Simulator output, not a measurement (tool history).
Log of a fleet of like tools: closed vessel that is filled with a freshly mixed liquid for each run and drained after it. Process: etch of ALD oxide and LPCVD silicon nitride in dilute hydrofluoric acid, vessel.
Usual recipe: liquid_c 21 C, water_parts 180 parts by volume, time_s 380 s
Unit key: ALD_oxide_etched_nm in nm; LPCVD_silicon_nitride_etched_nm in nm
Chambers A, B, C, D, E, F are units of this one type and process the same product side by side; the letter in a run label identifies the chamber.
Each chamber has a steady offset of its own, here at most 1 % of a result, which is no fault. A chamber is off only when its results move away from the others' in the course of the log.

run   hour  liquid_c  water_parts  time_s  read-back film thickness of the ALD oxide reference wafer, read on the same gauge (nm)  read-back film thickness of the LPCVD silicon nitride reference wafer, read on the same gauge (nm)  ALD_oxide_etched_nm  LPCVD_silicon_nitride_etched_nm
 1B    9.1        21          180     380                                                                                  50.038                                                                                              90.006               16.952                          0.94723
      15.6  -- chamber F: hydrofluoric acid flow meter replaced
 2F   18.6        21          180     380                                                                                  50.033                                                                                              90.017               17.083                          0.94021
 3D   27.9        21          180     380                                                                                  50.011                                                                                              90.053               16.822                          0.95630
 4A   35.3        21          180     380                                                                                  49.992                                                                                              90.049               16.711                          0.94443
 5C   43.6        21          180     380                                                                                  50.022                                                                                              90.008               16.868                          0.90532
 6E   50.6        21          180     380                                                                                  49.994                                                                                              89.996               16.959                          0.91150
 7C   58.1        21          180     380                                                                                  50.018                                                                                              89.984               16.821                          0.94277
 8E   64.2        24          180     380                                                                                  49.999                                                                                              89.990               19.010                          1.22690
 9F   69.9        24          180     380                                                                                  50.011                                                                                              89.981               19.212                          1.21230
      70.6  -- chamber E: hydrofluoric acid flow meter replaced
10D   76.1        24          180     380                                                                                  50.013                                                                                              89.996               18.814                          1.06430
11B   86.5        24          180     380                                                                                  50.007                                                                                              89.971               18.838                          1.16900
12A   97.3        24          180     380                                                                                  49.992                                                                                              89.994               18.892                          1.11560
13D  108.2        24          180     380                                                                                  49.973                                                                                              90.030               18.833                          1.18380
14B  119.0        21          180     380                                                                                  50.021                                                                                              90.024               16.867                          0.91168
     122.3  -- chamber D: hydrofluoric acid flow meter replaced
15C  126.2        21          180     380                                                                                  49.962                                                                                              90.042               16.698                          0.90855
16E  133.3        21          180     380                                                                                  49.973                                                                                              90.000               16.838                          0.91630
     134.1  -- chamber C: hydrofluoric acid flow meter replaced
17F  140.0        21          180     380                                                                                  50.012                                                                                              90.019               16.852                          0.88725
18A  147.1        21          180     380                                                                                  50.012                                                                                              89.991               16.871                          0.99494
19E  153.3        21          180     380                                                                                  50.023                                                                                              89.995               17.047                          0.92822
20A  161.6        21          180     380                                                                                  49.976                                                                                              89.963               16.918                          0.94078
     165.6  -- chamber B: hydrofluoric acid flow meter replaced
21D  172.9        21          180     380                                                                                  50.016                                                                                              89.999               16.690                          0.91373
22F  183.4        21          180     380                                                                                  49.986                                                                                              89.987               17.115                          0.96573
     186.0  -- chamber F: thermometer replaced
23C  190.0        21          180     380                                                                                  50.008                                                                                              90.003               16.575                          0.94381
24B  195.0        21          180     380                                                                                  50.014                                                                                              90.002               16.755                          0.90973
25C  206.1        21          180     380                                                                                  50.031                                                                                              90.006               16.485                          0.88628
26D  216.4        21          180     380                                                                                  50.011                                                                                              89.961               16.865                          0.90011
27F  222.4        25          180     240                                                                                  49.995                                                                                              89.991               12.541                          0.75861
28E  228.7        25          180     240                                                                                  49.994                                                                                              90.028               12.300                          0.78983
29B  239.2        25          180     240                                                                                  49.988                                                                                              89.967               12.560                          0.78910
30A  250.0        25          180     240                                                                                  50.002                                                                                              90.001               12.383                          0.79340
31F  258.5        25          180     240                                                                                  50.008                                                                                              90.013               12.657                          0.82764
32C  269.6        25          180     240                                                                                  50.010                                                                                              89.994               12.396                          0.78742
33A  279.2        21          180     380                                                                                  50.007                                                                                              90.027               16.816                          0.90649
34D  289.4        21          130     380                                                                                  49.967                                                                                              90.018               24.864                          1.30690
35E  295.2        21          130     380                                                                                  49.980                                                                                              89.974               24.706                          1.32440
36B  301.5        21          130     380                                                                                  50.009                                                                                              89.980               24.856                          1.28600
37B  311.4        21          130     380                                                                                  49.990                                                                                              89.995               24.860                          1.23810
38C  320.1        21          130     380                                                                                  50.018                                                                                              89.991               24.410                          1.34920
39F  330.8        21          130     380                                                                                  50.010                                                                                              90.002               24.674                          1.29130

Read the log: is a single chamber off, either drifting away or since a service, is the gauge that measures every chamber drifting, or is nothing wrong beyond small per-chamber offsets? Name any odd chamber and what most likely caused it.

Neither any chamber nor the gauge drifts; the chambers differ only by their own small, steady offsets.

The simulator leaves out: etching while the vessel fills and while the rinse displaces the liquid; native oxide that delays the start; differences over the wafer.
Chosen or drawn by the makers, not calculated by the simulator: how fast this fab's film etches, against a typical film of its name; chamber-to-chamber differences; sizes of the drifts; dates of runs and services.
